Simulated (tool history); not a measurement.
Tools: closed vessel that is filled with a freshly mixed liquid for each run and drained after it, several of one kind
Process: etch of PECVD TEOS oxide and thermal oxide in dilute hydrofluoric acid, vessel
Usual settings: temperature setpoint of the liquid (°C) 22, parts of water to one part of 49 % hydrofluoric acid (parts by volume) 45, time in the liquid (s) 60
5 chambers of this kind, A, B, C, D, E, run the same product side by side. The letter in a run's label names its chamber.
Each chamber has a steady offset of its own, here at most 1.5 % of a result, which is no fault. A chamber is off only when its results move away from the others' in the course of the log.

| run | hour | temperature setpoint of the liquid (°C) | parts of water to one part of 49 % hydrofluoric acid (parts by volume) | time in the liquid (s) | hours since the thermometer was replaced | hours since the hydrofluoric acid flow meter was replaced | read-back film thickness of the PECVD TEOS oxide reference wafer, read on the same gauge (nm) | read-back film thickness of the thermal oxide reference wafer, read on the same gauge (nm) | thickness taken off the PECVD TEOS oxide on a monitor wafer (angstrom) | thickness taken off the thermal oxide on a monitor wafer (angstrom) |
|---|---|---|---|---|---|---|---|---|---|---|
| 1E | 8.6 | 22 | 45 | 60 | 1339.6 | 62.1 | 39.983 | 99.974 | 153.010 | 62.356 |
| 2D | 16.7 | 22 | 45 | 60 | 537.9 | 153.2 | 40.003 | 99.979 | 155.050 | 60.886 |
| 3B | 26.9 | 22 | 45 | 60 | 604.2 | 1514.7 | 39.994 | 99.992 | 151.050 | 61.349 |
| 4A | 36.2 | 22 | 45 | 60 | 101.7 | 1073.6 | 39.998 | 100.030 | 149.530 | 60.784 |
| 5C | 45.2 | 22 | 45 | 60 | 281.1 | 82.4 | 39.978 | 99.993 | 150.870 | 60.339 |
| 6C | 51.0 | 22 | 45 | 60 | 286.9 | 88.2 | 40.023 | 100.030 | 153.030 | 60.848 |
| 7B | 60.9 | 22 | 60 | 60 | 638.2 | 1548.7 | 40.004 | 99.998 | 111.930 | 44.752 |
| 8E | 70.1 | 22 | 60 | 60 | 1401.1 | 123.6 | 40.015 | 100.000 | 111.880 | 45.588 |
| 9D | 81.0 | 22 | 60 | 60 | 602.2 | 217.5 | 39.996 | 99.984 | 112.250 | 44.976 |
| 10A | 90.8 | 22 | 60 | 60 | 156.3 | 1128.2 | 40.002 | 99.989 | 111.580 | 44.903 |
| 11B | 101.8 | 22 | 60 | 60 | 679.1 | 1589.6 | 39.999 | 100.000 | 110.940 | 44.873 |
| 12A | 110.0 | 22 | 45 | 60 | 175.5 | 1147.4 | 39.990 | 100.000 | 151.050 | 61.011 |
| 13D | 120.4 | 22 | 45 | 60 | 641.6 | 256.9 | 39.980 | 100.020 | 152.400 | 61.168 |
| 14E | 125.2 | 22 | 45 | 60 | 1456.2 | 178.7 | 40.019 | 100.030 | 152.650 | 61.397 |
| 15C | 133.2 | 22 | 45 | 60 | 369.1 | 170.4 | 39.979 | 100.000 | 153.550 | 60.877 |
| 16A | 140.1 | 22 | 45 | 60 | 205.6 | 1177.5 | 39.992 | 100.010 | 150.300 | 61.385 |
| 17E | 148.2 | 22 | 45 | 60 | 1479.2 | 201.7 | 40.016 | 99.986 | 152.000 | 61.875 |
| 18B | 157.1 | 22 | 45 | 60 | 734.4 | 1644.9 | 40.007 | 100.040 | 151.600 | 60.779 |
| 19C | 166.9 | 22 | 45 | 60 | 402.8 | 204.1 | 39.988 | 100.000 | 154.180 | 60.517 |
| 20D | 176.9 | 22 | 45 | 60 | 698.1 | 313.4 | 39.997 | 99.990 | 154.380 | 61.512 |
| 21C | 185.3 | 22 | 45 | 60 | 421.2 | 222.5 | 40.008 | 100.010 | 153.120 | 60.827 |
| 22B | 190.7 | 22 | 50 | 30 | 768.0 | 1678.5 | 40.030 | 99.992 | 67.850 | 27.204 |
| 23E | 195.6 | 22 | 50 | 30 | 1526.6 | 249.1 | 40.000 | 100.000 | 68.583 | 27.916 |
| 24D | 201.4 | 22 | 50 | 30 | 722.6 | 337.9 | 39.979 | 99.987 | 68.110 | 27.158 |
| 25A | 211.4 | 22 | 50 | 30 | 276.9 | 1248.8 | 39.992 | 99.992 | 67.380 | 27.409 |
| 26B | 216.5 | 22 | 50 | 30 | 793.8 | 1704.3 | 39.996 | 99.999 | 67.736 | 27.341 |
| 27A | 224.9 | 22 | 30 | 40 | 290.4 | 1262.3 | 40.023 | 99.985 | 155.330 | 62.519 |
| 28D | 234.3 | 22 | 30 | 40 | 755.5 | 370.8 | 39.991 | 100.020 | 158.180 | 62.227 |
| 29C | 243.7 | 22 | 30 | 40 | 479.6 | 280.9 | 40.019 | 99.991 | 155.260 | 62.060 |
| 30E | 249.9 | 22 | 30 | 40 | 1580.9 | 303.4 | 39.989 | 100.020 | 155.240 | 62.536 |
| 31C | 256.0 | 22 | 30 | 40 | 491.9 | 293.2 | 39.997 | 100.040 | 154.840 | 62.015 |
| 32A | 265.7 | 22 | 45 | 60 | 331.2 | 1303.1 | 40.001 | 99.983 | 152.760 | 61.073 |
| 33B | 274.5 | 22 | 45 | 60 | 851.8 | 1762.3 | 39.990 | 100.020 | 152.780 | 60.714 |
| 34D | 284.9 | 22 | 45 | 60 | 806.1 | 421.4 | 39.991 | 99.983 | 152.470 | 60.547 |
| 35E | 290.1 | 22 | 45 | 60 | 1621.1 | 343.6 | 39.984 | 100.020 | 153.100 | 61.659 |
| 36B | 297.0 | 22 | 45 | 60 | 874.3 | 1784.8 | 40.007 | 99.971 | 151.020 | 61.201 |
|  | 303.9 | chamber E: thermometer replaced |
| 37A | 305.0 | 22 | 55 | 60 | 370.5 | 1342.4 | 39.986 | 99.992 | 121.780 | 49.434 |
| 38D | 312.5 | 22 | 55 | 60 | 833.7 | 449.0 | 39.991 | 100.000 | 123.750 | 48.860 |
| 39E | 318.2 | 22 | 55 | 60 | 14.3 | 371.7 | 40.020 | 99.998 | 123.640 | 49.647 |

All 5 chambers run these settings next. Forecast each chamber's results:
| 40A | 326.1 | 22 | 45 | 60 |  |  |  |  | ? | ? |
| 40B | 326.1 | 22 | 45 | 60 |  |  |  |  | ? | ? |
| 40C | 326.1 | 22 | 45 | 60 |  |  |  |  | ? | ? |
| 40D | 326.1 | 22 | 45 | 60 |  |  |  |  | ? | ? |
| 40E | 326.1 | 22 | 45 | 60 |  |  |  |  | ? | ? |

| run | thickness taken off the PECVD TEOS oxide on a monitor wafer (angstrom) | thickness taken off the thermal oxide on a monitor wafer (angstrom) |
|---|---|---|
| 40A | 151.020 | 61.266 |
| 40B | 153.340 | 61.435 |
| 40C | 152.870 | 60.725 |
| 40D | 153.780 | 61.166 |
| 40E | 153.270 | 61.383 |

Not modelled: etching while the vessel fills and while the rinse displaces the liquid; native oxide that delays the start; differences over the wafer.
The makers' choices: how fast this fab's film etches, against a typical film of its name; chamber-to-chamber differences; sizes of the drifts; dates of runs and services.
